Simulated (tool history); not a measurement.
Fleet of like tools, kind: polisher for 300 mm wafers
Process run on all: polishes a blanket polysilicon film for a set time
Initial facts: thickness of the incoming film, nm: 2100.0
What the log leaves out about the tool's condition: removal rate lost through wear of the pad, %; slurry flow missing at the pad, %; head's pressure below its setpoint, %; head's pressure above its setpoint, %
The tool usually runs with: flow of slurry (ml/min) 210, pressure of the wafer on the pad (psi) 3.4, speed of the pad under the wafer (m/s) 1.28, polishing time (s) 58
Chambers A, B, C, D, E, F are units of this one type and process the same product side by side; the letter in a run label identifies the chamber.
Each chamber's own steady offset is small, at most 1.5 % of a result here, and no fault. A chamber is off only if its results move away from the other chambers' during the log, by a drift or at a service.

| run | hour | flow of slurry (ml/min) | pressure of the wafer on the pad (psi) | speed of the pad under the wafer (m/s) | polishing time (s) | wafers polished on this pad | hours since the slurry nozzle was cleaned | hours since the head pressure was calibrated | film removed (angstrom) |
|---|---|---|---|---|---|---|---|---|---|
| 1F | 5.1 | 210 | 3.4 | 1.28 | 58 | 934 | 61.7 | 1087.1 | 7149.1 |
|  | 6.5 | chamber E: worn pad replaced by a new one |
| 2A | 11.5 | 210 | 3.4 | 1.28 | 58 | 133 | 343.4 | 1117.3 | 7244.5 |
|  | 13.6 | chamber D: worn pad replaced by a new one |
| 3B | 17.9 | 210 | 3.4 | 1.28 | 58 | 436 | 338.6 | 290.3 | 7225.1 |
| 4E | 23.6 | 210 | 3.4 | 1.28 | 58 | 192 | 108 | 915.7 | 7369.5 |
| 5D | 27 | 210 | 3.4 | 1.28 | 68 | 149 | 175.8 | 630.7 | 8431.1 |
| 6C | 32.9 | 210 | 3.4 | 1.28 | 68 | 503 | 105 | 386.1 | 8503.2 |
|  | 34.2 | chamber F: worn pad replaced by a new one |
| 7F | 39.5 | 210 | 3.4 | 1.28 | 68 | 59 | 96.1 | 1121.5 | 8335.5 |
| 8E | 43.7 | 210 | 3.4 | 1.28 | 68 | 416 | 128.1 | 935.8 | 8568.6 |
| 9C | 50.1 | 210 | 3.4 | 1.28 | 68 | 695 | 122.2 | 403.3 | 8434.8 |
| 10A | 53.5 | 210 | 3.4 | 1.28 | 68 | 602 | 385.4 | 1159.3 | 8490.3 |
| 11B | 58.5 | 210 | 3.4 | 1.28 | 58 | 889 | 379.2 | 330.9 | 7239.1 |
| 12D | 62.3 | 210 | 3.4 | 1.28 | 58 | 543 | 211.1 | 666 | 7224.7 |
|  | 62.7 | chamber D: worn pad replaced by a new one |
|  | 64.3 | chamber E: worn pad replaced by a new one |
|  | 65.1 | chamber C: worn pad replaced by a new one |
| 13E | 68.1 | 210 | 3.4 | 1.28 | 58 | 42 | 152.5 | 960.2 | 7253.3 |
|  | 71.1 | chamber B: slurry nozzle cleaned |
| 14F | 74.8 | 210 | 3.4 | 1.28 | 58 | 453 | 131.4 | 1156.8 | 7131.5 |
| 15C | 80.3 | 210 | 3.4 | 1.28 | 58 | 170 | 152.4 | 433.5 | 7187.2 |
| 16A | 85.8 | 210 | 3.4 | 1.28 | 58 | 963 | 417.7 | 1191.6 | 7188.5 |
|  | 87.3 | chamber A: worn pad replaced by a new one |
| 17B | 89.8 | 210 | 3.4 | 1.28 | 58 | 1239 | 18.7 | 362.2 | 7143.8 |
|  | 90.9 | chamber B: worn pad replaced by a new one |
|  | 95.2 | chamber F: head pressure recalibrated |
| 18D | 96.5 | 210 | 3.4 | 1.28 | 58 | 378 | 245.3 | 700.2 | 7248.7 |
| 19F | 103.6 | 210 | 3.4 | 1.28 | 58 | 775 | 160.2 | 8.4 | 7178.8 |
|  | 109.5 | chamber D: worn pad replaced by a new one |
| 20E | 110.8 | 280 | 3.4 | 1.1 | 58 | 519 | 195.2 | 1002.9 | 6456.2 |
|  | 113.2 | chamber C: head pressure recalibrated |
|  | 113.7 | chamber A: head pressure recalibrated |
| 21A | 114.2 | 280 | 3.4 | 1.1 | 58 | 301 | 446.1 | 0.6 | 6444.4 |
| 22C | 117.7 | 280 | 3.4 | 1.1 | 58 | 588 | 189.8 | 4.6 | 6937.7 |
| 23B | 124.7 | 280 | 3.4 | 1.1 | 58 | 378 | 53.6 | 397.1 | 6377.3 |
|  | 126.1 | chamber C: worn pad replaced by a new one |
| 24D | 130.9 | 280 | 3.4 | 1.1 | 58 | 239 | 279.7 | 734.6 | 6333.6 |
|  | 131.6 | chamber E: worn pad replaced by a new one |
| 25F | 134.9 | 280 | 3.4 | 1.1 | 58 | 1124 | 191.5 | 39.7 | 6401.6 |
|  | 141.2 | chamber F: worn pad replaced by a new one |
| 26A | 142.3 | 210 | 3.4 | 1.28 | 58 | 615 | 474.2 | 28.7 | 7200.1 |
| 27D | 149.1 | 210 | 2.8 | 0.88 | 58 | 442 | 297.9 | 752.8 | 4116.9 |
| 28C | 155.4 | 210 | 2.8 | 0.88 | 58 | 328 | 227.5 | 42.3 | 4481.1 |
| 29B | 160.4 | 210 | 2.8 | 0.88 | 58 | 777 | 89.3 | 432.8 | 4124.1 |
|  | 162.8 | chamber A: worn pad replaced by a new one |
|  | 164.4 | chamber D: worn pad replaced by a new one |
| 30E | 165.5 | 210 | 2.8 | 0.88 | 58 | 379 | 249.9 | 1057.6 | 4142.6 |
| 31D | 168.9 | 210 | 2.8 | 0.88 | 58 | 51 | 317.7 | 772.6 | 4137.8 |
| 32C | 175.9 | 210 | 2.8 | 0.88 | 58 | 557 | 248 | 62.8 | 4544.3 |
| 33F | 182.6 | 210 | 3.4 | 1.28 | 58 | 462 | 239.2 | 87.4 | 7166.2 |
| 34A | 187.1 | 210 | 3.4 | 1.28 | 58 | 271 | 519 | 73.5 | 7257.5 |
| 35E | 193.6 | 210 | 3.4 | 1.28 | 58 | 693 | 278 | 1085.7 | 7328.5 |
| 36B | 197.5 | 210 | 3.4 | 1.28 | 58 | 1191 | 126.4 | 469.9 | 7215 |
|  | 200.6 | chamber E: worn pad replaced by a new one |
|  | 201 | chamber B: worn pad replaced by a new one |
| 37B | 204.4 | 210 | 3.4 | 1.28 | 58 | 38 | 133.3 | 476.8 | 7248.8 |
| 38E | 208.1 | 210 | 3.4 | 1.28 | 65 | 84 | 292.5 | 1100.2 | 8106.6 |

Next, all 6 chambers run the settings below, one line each with question marks for the results. What does each chamber give?
| 39A | 213.4 | 210 | 3.4 | 0.96 | 58 |  |  |  | ? |
| 39B | 213.4 | 210 | 3.4 | 0.96 | 58 |  |  |  | ? |
| 39C | 213.4 | 210 | 3.4 | 0.96 | 58 |  |  |  | ? |
| 39D | 213.4 | 210 | 3.4 | 0.96 | 58 |  |  |  | ? |
| 39E | 213.4 | 210 | 3.4 | 0.96 | 58 |  |  |  | ? |
| 39F | 213.4 | 210 | 3.4 | 0.96 | 58 |  |  |  | ? |

| run | film removed (angstrom) |
|---|---|
| 39A | 5454.2 |
| 39B | 5448.3 |
| 39C | 5928.9 |
| 39D | 5422.4 |
| 39E | 5523.1 |
| 39F | 5358.8 |

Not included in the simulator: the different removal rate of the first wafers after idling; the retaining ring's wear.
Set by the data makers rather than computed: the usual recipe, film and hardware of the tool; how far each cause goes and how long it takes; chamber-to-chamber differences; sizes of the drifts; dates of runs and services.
